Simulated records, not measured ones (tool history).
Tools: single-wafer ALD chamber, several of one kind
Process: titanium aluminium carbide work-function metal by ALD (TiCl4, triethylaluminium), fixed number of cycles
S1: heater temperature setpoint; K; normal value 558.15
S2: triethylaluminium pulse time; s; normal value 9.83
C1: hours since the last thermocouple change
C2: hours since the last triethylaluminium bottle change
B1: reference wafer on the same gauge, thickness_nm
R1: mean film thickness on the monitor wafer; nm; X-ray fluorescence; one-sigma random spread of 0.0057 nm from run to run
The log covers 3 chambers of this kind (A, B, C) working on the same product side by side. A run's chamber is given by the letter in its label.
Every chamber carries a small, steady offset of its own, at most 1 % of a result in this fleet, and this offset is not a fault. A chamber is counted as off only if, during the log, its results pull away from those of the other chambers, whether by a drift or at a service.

run 1C hour=6.5 | S1=558.15 S2=9.83 | C1=822.2 C2=353.0 | B1=1.5309 | R1=1.8673
run 2B hour=11.2 | S1=558.15 S2=9.83 | C1=1229.6 C2=165.0 | B1=1.5292 | R1=1.8546
run 3A hour=15.6 | S1=558.15 S2=9.83 | C1=1270.7 C2=300.4 | B1=1.5306 | R1=1.8782
run 4B hour=20.9 | S1=558.15 S2=9.83 | C1=1239.3 C2=174.7 | B1=1.5296 | R1=1.8580
run 5A hour=26.1 | S1=558.15 S2=9.83 | C1=1281.2 C2=310.9 | B1=1.5311 | R1=1.8745
run 6C hour=29.6 | S1=558.15 S2=9.83 | C1=845.3 C2=376.1 | B1=1.5309 | R1=1.8681
run 7C hour=32.9 | S1=558.15 S2=7.70 | C1=848.6 C2=379.4 | B1=1.5308 | R1=1.7946
run 8B hour=38.8 | S1=558.15 S2=7.70 | C1=1257.2 C2=192.6 | B1=1.5306 | R1=1.7855
run 9A hour=42.3 | S1=558.15 S2=7.70 | C1=1297.4 C2=327.1 | B1=1.5302 | R1=1.7932
run 10A hour=46.4 | S1=558.15 S2=9.83 | C1=1301.5 C2=331.2 | B1=1.5303 | R1=1.8700
run 11C hour=50.9 | S1=552.15 S2=8.25 | C1=866.6 C2=397.4 | B1=1.5292 | R1=1.7663
run 12B hour=56.5 | S1=552.15 S2=8.25 | C1=1274.9 C2=210.3 | B1=1.5308 | R1=1.7584
run 13A hour=62.1 | S1=552.15 S2=8.25 | C1=1317.2 C2=346.9 | B1=1.5296 | R1=1.7763
run 14C hour=65.5 | S1=558.15 S2=9.83 | C1=881.2 C2=412.0 | B1=1.5308 | R1=1.8582
run 15B hour=69.7 | S1=558.15 S2=9.83 | C1=1288.1 C2=223.5 | B1=1.5300 | R1=1.8492
run 16B hour=75.2 | S1=558.15 S2=9.83 | C1=1293.6 C2=229.0 | B1=1.5300 | R1=1.8523
run 17A hour=81.9 | S1=547.15 S2=9.83 | C1=1337.0 C2=366.7 | B1=1.5292 | R1=1.7717
run 18C hour=87.8 | S1=547.15 S2=9.83 | C1=903.5 C2=434.3 | B1=1.5297 | R1=1.7780
run 19C hour=92.1 | S1=547.15 S2=9.83 | C1=907.8 C2=438.6 | B1=1.5299 | R1=1.7618
run 20A hour=96.1 | S1=558.15 S2=9.83 | C1=1351.2 C2=380.9 | B1=1.5296 | R1=1.8694

Does one chamber stand apart from the rest, does the shared gauge drift, or is all well apart from small per-chamber offsets? Give the chamber and the most likely cause, where there is one.

No chamber stands off beyond its own small offset, and the gauge holds steady.
